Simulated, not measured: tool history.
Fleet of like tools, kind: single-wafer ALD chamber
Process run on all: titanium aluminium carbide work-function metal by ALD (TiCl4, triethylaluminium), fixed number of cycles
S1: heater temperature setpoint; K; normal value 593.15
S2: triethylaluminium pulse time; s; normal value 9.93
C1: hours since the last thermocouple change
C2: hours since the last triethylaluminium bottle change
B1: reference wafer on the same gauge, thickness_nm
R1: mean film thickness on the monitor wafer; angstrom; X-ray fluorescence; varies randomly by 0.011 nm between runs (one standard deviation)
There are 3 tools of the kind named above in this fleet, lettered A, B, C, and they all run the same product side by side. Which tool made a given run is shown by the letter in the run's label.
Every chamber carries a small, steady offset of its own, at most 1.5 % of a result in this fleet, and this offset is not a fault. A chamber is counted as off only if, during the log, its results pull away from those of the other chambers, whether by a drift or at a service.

run 1A hour=5.9 | S1=593.15 S2=9.93 | C1=1383.0 C2=44.6 | B1=2.5742 | R1=21.981
run 2B hour=12.8 | S1=593.15 S2=9.93 | C1=2075.8 C2=1397.1 | B1=2.5673 | R1=21.636
run 3C hour=20.6 | S1=593.15 S2=9.93 | C1=326.1 C2=347.2 | B1=2.5728 | R1=21.536
run 4C hour=27.2 | S1=593.15 S2=9.93 | C1=332.7 C2=353.8 | B1=2.5671 | R1=21.840
run 5B hour=33.5 | S1=593.15 S2=9.93 | C1=2096.5 C2=1417.8 | B1=2.5731 | R1=21.632
run 6A hour=40.4 | S1=593.15 S2=9.93 | C1=1417.5 C2=79.1 | B1=2.5661 | R1=21.912
run 7C hour=44.9 | S1=593.15 S2=9.93 | C1=350.4 C2=371.5 | B1=2.5697 | R1=21.751
run 8B hour=50.6 | S1=593.15 S2=9.93 | C1=2113.6 C2=1434.9 | B1=2.5716 | R1=21.857
run 9A hour=54.7 | S1=593.15 S2=9.93 | C1=1431.8 C2=93.4 | B1=2.5696 | R1=22.181
run 10B hour=61.8 | S1=585.15 S2=6.76 | C1=2124.8 C2=1446.1 | B1=2.5690 | R1=19.687
run 11C hour=65.6 | S1=585.15 S2=6.76 | C1=371.1 C2=392.2 | B1=2.5691 | R1=19.468
-- hour=70.4 chamber B: triethylaluminium bottle replaced
run 12A hour=72.8 | S1=585.15 S2=6.76 | C1=1449.9 C2=111.5 | B1=2.5728 | R1=20.066
run 13C hour=80.3 | S1=593.15 S2=9.93 | C1=385.8 C2=406.9 | B1=2.5669 | R1=21.627
run 14B hour=86.1 | S1=593.15 S2=9.93 | C1=2149.1 C2=15.7 | B1=2.5701 | R1=21.748
run 15A hour=92.0 | S1=593.15 S2=9.93 | C1=1469.1 C2=130.7 | B1=2.5705 | R1=21.894
run 16B hour=95.5 | S1=593.15 S2=9.93 | C1=2158.5 C2=25.1 | B1=2.5703 | R1=21.739
run 17A hour=103.4 | S1=593.15 S2=9.93 | C1=1480.5 C2=142.1 | B1=2.5741 | R1=22.016
run 18C hour=108.5 | S1=593.15 S2=9.93 | C1=414.0 C2=435.1 | B1=2.5701 | R1=21.722
run 19C hour=115.5 | S1=593.15 S2=9.93 | C1=421.0 C2=442.1 | B1=2.5727 | R1=21.431
run 20A hour=122.9 | S1=593.15 S2=9.93 | C1=1500.0 C2=161.6 | B1=2.5691 | R1=21.962
run 21B hour=129.0 | S1=593.15 S2=9.93 | C1=2192.0 C2=58.6 | B1=2.5667 | R1=21.697
run 22A hour=135.1 | S1=593.15 S2=7.19 | C1=1512.2 C2=173.8 | B1=2.5691 | R1=20.703
run 23B hour=140.3 | S1=593.15 S2=7.19 | C1=2203.3 C2=69.9 | B1=2.5677 | R1=20.648
run 24C hour=144.3 | S1=593.15 S2=7.19 | C1=449.8 C2=470.9 | B1=2.5688 | R1=20.396
run 25B hour=149.3 | S1=593.15 S2=9.93 | C1=2212.3 C2=78.9 | B1=2.5705 | R1=21.674
run 26A hour=156.4 | S1=593.15 S2=9.93 | C1=1533.5 C2=195.1 | B1=2.5657 | R1=21.897

Is one chamber out of step, is the gauge drifting, or do the chambers differ by no more than their own small offsets? For an off chamber, give its letter and the likeliest cause.

All chambers stay in line apart from their small fixed offsets, and the gauge does not drift.
